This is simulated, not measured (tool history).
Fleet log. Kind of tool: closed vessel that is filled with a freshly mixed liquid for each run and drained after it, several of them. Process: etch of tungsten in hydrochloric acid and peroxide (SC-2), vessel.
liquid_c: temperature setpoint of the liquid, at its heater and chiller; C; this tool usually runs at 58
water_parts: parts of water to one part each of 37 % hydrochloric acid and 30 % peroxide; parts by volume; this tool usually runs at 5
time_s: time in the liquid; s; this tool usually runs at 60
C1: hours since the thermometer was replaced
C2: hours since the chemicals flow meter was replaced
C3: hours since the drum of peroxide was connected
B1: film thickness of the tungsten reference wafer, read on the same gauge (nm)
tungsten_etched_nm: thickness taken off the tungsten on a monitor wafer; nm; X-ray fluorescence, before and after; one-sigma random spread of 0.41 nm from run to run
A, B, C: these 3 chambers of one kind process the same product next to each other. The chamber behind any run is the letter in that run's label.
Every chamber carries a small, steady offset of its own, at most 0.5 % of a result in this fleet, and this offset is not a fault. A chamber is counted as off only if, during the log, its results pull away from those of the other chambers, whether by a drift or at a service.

{"run": "1C", "hour": 6.0, "liquid_c": 58, "water_parts": 5, "time_s": 60, "C1": 1698.9, "C2": 547.7, "C3": 566.6, "B1": 60.031, "tungsten_etched_nm": 54.092}
{"run": "2B", "hour": 12.7, "liquid_c": 58, "water_parts": 5, "time_s": 60, "C1": 706.5, "C2": 1382.3, "C3": 277.3, "B1": 59.978, "tungsten_etched_nm": 54.762}
{"run": "3A", "hour": 22.5, "liquid_c": 58, "water_parts": 5, "time_s": 60, "C1": 478.7, "C2": 383.4, "C3": 448.4, "B1": 60.025, "tungsten_etched_nm": 54.953}
{"hour": 25.2, "done": "chamber A: new drum of peroxide connected"}
{"run": "4B", "hour": 28.2, "liquid_c": 58, "water_parts": 5, "time_s": 60, "C1": 722, "C2": 1397.8, "C3": 292.8, "B1": 60.04, "tungsten_etched_nm": 55.611}
{"run": "5C", "hour": 38.8, "liquid_c": 58, "water_parts": 5, "time_s": 60, "C1": 1731.7, "C2": 580.5, "C3": 599.4, "B1": 60.008, "tungsten_etched_nm": 55.667}
{"run": "6A", "hour": 46.3, "liquid_c": 58, "water_parts": 5, "time_s": 60, "C1": 502.5, "C2": 407.2, "C3": 21.1, "B1": 60.003, "tungsten_etched_nm": 54.509}
{"run": "7C", "hour": 51.5, "liquid_c": 58, "water_parts": 5, "time_s": 60, "C1": 1744.4, "C2": 593.2, "C3": 612.1, "B1": 59.99, "tungsten_etched_nm": 54.601}
{"run": "8A", "hour": 58.3, "liquid_c": 58, "water_parts": 5, "time_s": 60, "C1": 514.5, "C2": 419.2, "C3": 33.1, "B1": 60.015, "tungsten_etched_nm": 54.736}
{"run": "9B", "hour": 67.5, "liquid_c": 58, "water_parts": 5, "time_s": 60, "C1": 761.3, "C2": 1437.1, "C3": 332.1, "B1": 59.969, "tungsten_etched_nm": 54.09}
{"run": "10C", "hour": 76.9, "liquid_c": 58, "water_parts": 6.5, "time_s": 90, "C1": 1769.8, "C2": 618.6, "C3": 637.5, "B1": 60.009, "tungsten_etched_nm": 67.049}
{"run": "11A", "hour": 84.0, "liquid_c": 58, "water_parts": 6.5, "time_s": 90, "C1": 540.2, "C2": 444.9, "C3": 58.8, "B1": 60.005, "tungsten_etched_nm": 68.3}
{"run": "12B", "hour": 93.0, "liquid_c": 58, "water_parts": 6.5, "time_s": 90, "C1": 786.8, "C2": 1462.6, "C3": 357.6, "B1": 60.027, "tungsten_etched_nm": 66.742}
{"run": "13A", "hour": 103.9, "liquid_c": 58, "water_parts": 5, "time_s": 60, "C1": 560.1, "C2": 464.8, "C3": 78.7, "B1": 59.998, "tungsten_etched_nm": 55.051}
{"run": "14B", "hour": 109.3, "liquid_c": 58, "water_parts": 5, "time_s": 60, "C1": 803.1, "C2": 1478.9, "C3": 373.9, "B1": 60.018, "tungsten_etched_nm": 52.871}
{"run": "15C", "hour": 117.3, "liquid_c": 58, "water_parts": 5, "time_s": 60, "C1": 1810.2, "C2": 659, "C3": 677.9, "B1": 60.043, "tungsten_etched_nm": 54.279}
{"run": "16B", "hour": 126.2, "liquid_c": 58, "water_parts": 5, "time_s": 95, "C1": 820, "C2": 1495.8, "C3": 390.8, "B1": 60.019, "tungsten_etched_nm": 83.645}
{"hour": 128.0, "done": "chamber C: chemicals flow meter replaced"}
{"run": "17A", "hour": 133.1, "liquid_c": 58, "water_parts": 5, "time_s": 95, "C1": 589.3, "C2": 494, "C3": 107.9, "B1": 60.013, "tungsten_etched_nm": 86.04}
{"hour": 138.3, "done": "chamber A: chemicals flow meter replaced"}
{"run": "18C", "hour": 141.2, "liquid_c": 58, "water_parts": 5, "time_s": 95, "C1": 1834.1, "C2": 13.3, "C3": 701.8, "B1": 60.006, "tungsten_etched_nm": 86.878}
{"run": "19C", "hour": 149.8, "liquid_c": 58, "water_parts": 5, "time_s": 60, "C1": 1842.7, "C2": 21.9, "C3": 710.4, "B1": 60.016, "tungsten_etched_nm": 55.336}
{"run": "20A", "hour": 154.9, "liquid_c": 58, "water_parts": 5, "time_s": 60, "C1": 611.1, "C2": 16.6, "C3": 129.7, "B1": 60.002, "tungsten_etched_nm": 54.431}
{"run": "21B", "hour": 163.1, "liquid_c": 58, "water_parts": 5, "time_s": 60, "C1": 856.9, "C2": 1532.7, "C3": 427.7, "B1": 59.997, "tungsten_etched_nm": 52.724}
{"run": "22A", "hour": 168.4, "liquid_c": 58, "water_parts": 5, "time_s": 60, "C1": 624.6, "C2": 30.1, "C3": 143.2, "B1": 59.983, "tungsten_etched_nm": 55.258}
{"run": "23B", "hour": 173.6, "liquid_c": 58, "water_parts": 5, "time_s": 60, "C1": 867.4, "C2": 1543.2, "C3": 438.2, "B1": 59.983, "tungsten_etched_nm": 52.022}
{"run": "24C", "hour": 179.9, "liquid_c": 58, "water_parts": 5, "time_s": 60, "C1": 1872.8, "C2": 52, "C3": 740.5, "B1": 59.998, "tungsten_etched_nm": 54.935}
{"run": "25B", "hour": 188.5, "liquid_c": 58, "water_parts": 5, "time_s": 60, "C1": 882.3, "C2": 1558.1, "C3": 453.1, "B1": 60.018, "tungsten_etched_nm": 51.854}
{"run": "26A", "hour": 194.5, "liquid_c": 58, "water_parts": 4, "time_s": 60, "C1": 650.7, "C2": 56.2, "C3": 169.3, "B1": 60, "tungsten_etched_nm": 64.206}
{"run": "27C", "hour": 200.5, "liquid_c": 58, "water_parts": 4, "time_s": 60, "C1": 1893.4, "C2": 72.6, "C3": 761.1, "B1": 59.992, "tungsten_etched_nm": 63.812}
{"run": "28C", "hour": 210.7, "liquid_c": 58, "water_parts": 4, "time_s": 60, "C1": 1903.6, "C2": 82.8, "C3": 771.3, "B1": 59.992, "tungsten_etched_nm": 63.645}
{"run": "29A", "hour": 218.7, "liquid_c": 58, "water_parts": 5, "time_s": 60, "C1": 674.9, "C2": 80.4, "C3": 193.5, "B1": 60.033, "tungsten_etched_nm": 54.321}
{"run": "30B", "hour": 225.3, "liquid_c": 58, "water_parts": 5, "time_s": 60, "C1": 919.1, "C2": 1594.9, "C3": 489.9, "B1": 59.984, "tungsten_etched_nm": 51.109}
{"run": "31A", "hour": 233.0, "liquid_c": 58, "water_parts": 5, "time_s": 60, "C1": 689.2, "C2": 94.7, "C3": 207.8, "B1": 59.98, "tungsten_etched_nm": 54.879}
{"run": "32B", "hour": 241.2, "liquid_c": 58, "water_parts": 5, "time_s": 60, "C1": 935, "C2": 1610.8, "C3": 505.8, "B1": 59.98, "tungsten_etched_nm": 50.351}
{"run": "33C", "hour": 247.3, "liquid_c": 58, "water_parts": 5, "time_s": 60, "C1": 1940.2, "C2": 119.4, "C3": 807.9, "B1": 60.022, "tungsten_etched_nm": 55.15}
{"run": "34B", "hour": 253.5, "liquid_c": 58, "water_parts": 4, "time_s": 60, "C1": 947.3, "C2": 1623.1, "C3": 518.1, "B1": 59.973, "tungsten_etched_nm": 59.501}
{"run": "35A", "hour": 262.9, "liquid_c": 58, "water_parts": 4, "time_s": 60, "C1": 719.1, "C2": 124.6, "C3": 237.7, "B1": 59.998, "tungsten_etched_nm": 63.236}
{"run": "36C", "hour": 268.3, "liquid_c": 58, "water_parts": 4, "time_s": 60, "C1": 1961.2, "C2": 140.4, "C3": 828.9, "B1": 60.038, "tungsten_etched_nm": 64}

Decide between three cases: one chamber stands off from its peers, the gauge reading all wafers drifts, or nothing is wrong past each chamber's small offset. Where a chamber is off, say which and what most likely put it there.

Chamber B drifts away from the others.
Cause: chemicals flow below the setpoint (%) = 11.6.
With only this log, it may be confused with: liquid colder than its thermometer reads (K); peroxide weaker than its label (%).

Chamber B could run next with any of the 4 candidate recipes listed below; each alters the usual settings, and their results appear as question marks. Which one brings its results back in line with what the other chambers deliver on the usual settings?
Allowed miss from the other chambers' usual-settings mean, per result, to count as in line: tungsten_etched_nm 1.4 nm
{"run": "37B-1", "hour": 276.1, "liquid_c": 58, "water_parts": 5, "time_s": 55, "tungsten_etched_nm": "?"}
{"run": "37B-2", "hour": 276.1, "liquid_c": 58, "water_parts": 5, "time_s": 65, "tungsten_etched_nm": "?"}
{"run": "37B-3", "hour": 276.1, "liquid_c": 61, "water_parts": 5, "time_s": 60, "tungsten_etched_nm": "?"}
{"run": "37B-4", "hour": 276.1, "liquid_c": 56, "water_parts": 5.5, "time_s": 60, "tungsten_etched_nm": "?"}

On the usual settings, the other chambers give on average: tungsten_etched_nm 54.913 nm
run=37B-1 tungsten_etched_nm=45.912
run=37B-2 tungsten_etched_nm=54.26
run=37B-3 tungsten_etched_nm=60.68
run=37B-4 tungsten_etched_nm=40.927
Change 37B-2 lands the chamber within the allowed miss of the other chambers.
